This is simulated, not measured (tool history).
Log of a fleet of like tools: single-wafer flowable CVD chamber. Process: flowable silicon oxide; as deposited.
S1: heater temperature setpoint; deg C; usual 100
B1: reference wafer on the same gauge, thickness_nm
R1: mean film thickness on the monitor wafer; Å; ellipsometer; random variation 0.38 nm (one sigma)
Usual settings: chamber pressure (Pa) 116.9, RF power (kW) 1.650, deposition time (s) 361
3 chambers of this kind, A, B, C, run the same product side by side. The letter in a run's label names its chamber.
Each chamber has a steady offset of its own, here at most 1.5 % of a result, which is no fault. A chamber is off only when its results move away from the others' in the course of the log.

Run 1B, hour 9.1: usual settings; B1 227.97. Result: R1 2393.9 Å.
Run 2A, hour 18.1: usual settings; B1 227.85. Result: R1 2370.0 Å.
Run 3C, hour 24.9: usual settings; B1 227.90. Result: R1 2357.9 Å.
Run 4B, hour 32.3: usual settings; B1 227.71. Result: R1 2384.9 Å.
Run 5A, hour 42.4: usual settings but chamber pressure (Pa) 133.9, RF power (kW) 1.785; B1 227.65. Result: R1 2844.0 Å.
Run 6C, hour 50.0: usual settings but chamber pressure (Pa) 133.9, RF power (kW) 1.785; B1 227.51. Result: R1 2832.4 Å.
At hour 52.2: chamber C: RF generator calibrated.
Run 7A, hour 61.0: usual settings but chamber pressure (Pa) 133.9, RF power (kW) 1.785; B1 227.56. Result: R1 2841.3 Å.
Run 8B, hour 67.4: usual settings; B1 227.45. Result: R1 2378.2 Å.
Run 9C, hour 74.4: usual settings; B1 227.40. Result: R1 2349.9 Å.
Run 10B, hour 81.5: usual settings; B1 227.21. Result: R1 2384.1 Å.
Run 11C, hour 86.7: usual settings; B1 227.18. Result: R1 2343.7 Å.
Run 12A, hour 95.5: usual settings but S1 107 deg C, chamber pressure (Pa) 90.3; B1 227.11. Result: R1 1336.0 Å.
Run 13C, hour 104.2: usual settings but S1 107 deg C, chamber pressure (Pa) 90.3; B1 227.04. Result: R1 1319.8 Å.
Run 14B, hour 112.5: usual settings but S1 107 deg C, chamber pressure (Pa) 90.3; B1 227.11. Result: R1 1330.5 Å.
Run 15A, hour 119.5: usual settings but RF power (kW) 1.760, deposition time (s) 394; B1 226.97. Result: R1 2613.6 Å.
Run 16A, hour 130.2: usual settings but RF power (kW) 1.760, deposition time (s) 394; B1 226.89. Result: R1 2611.1 Å.
Run 17C, hour 139.4: usual settings but RF power (kW) 1.760, deposition time (s) 394; B1 226.77. Result: R1 2605.6 Å.
Run 18B, hour 144.8: usual settings but RF power (kW) 1.370; B1 226.72. Result: R1 2237.2 Å.
Run 19C, hour 151.2: usual settings but RF power (kW) 1.370; B1 226.62. Result: R1 2205.4 Å.
Run 20B, hour 158.8: usual settings but RF power (kW) 1.370; B1 226.59. Result: R1 2233.2 Å.
Run 21A, hour 166.0: usual settings; B1 226.52. Result: R1 2352.7 Å.

What goes on in this fleet: one chamber off, a drifting gauge, or nothing beyond the chambers' own small offsets? Name the chamber and the cause, if any.

The gauge drifts, so all chambers seem to drift together. No chamber is off.
Cause: gauge reads low (%) = 0.683.

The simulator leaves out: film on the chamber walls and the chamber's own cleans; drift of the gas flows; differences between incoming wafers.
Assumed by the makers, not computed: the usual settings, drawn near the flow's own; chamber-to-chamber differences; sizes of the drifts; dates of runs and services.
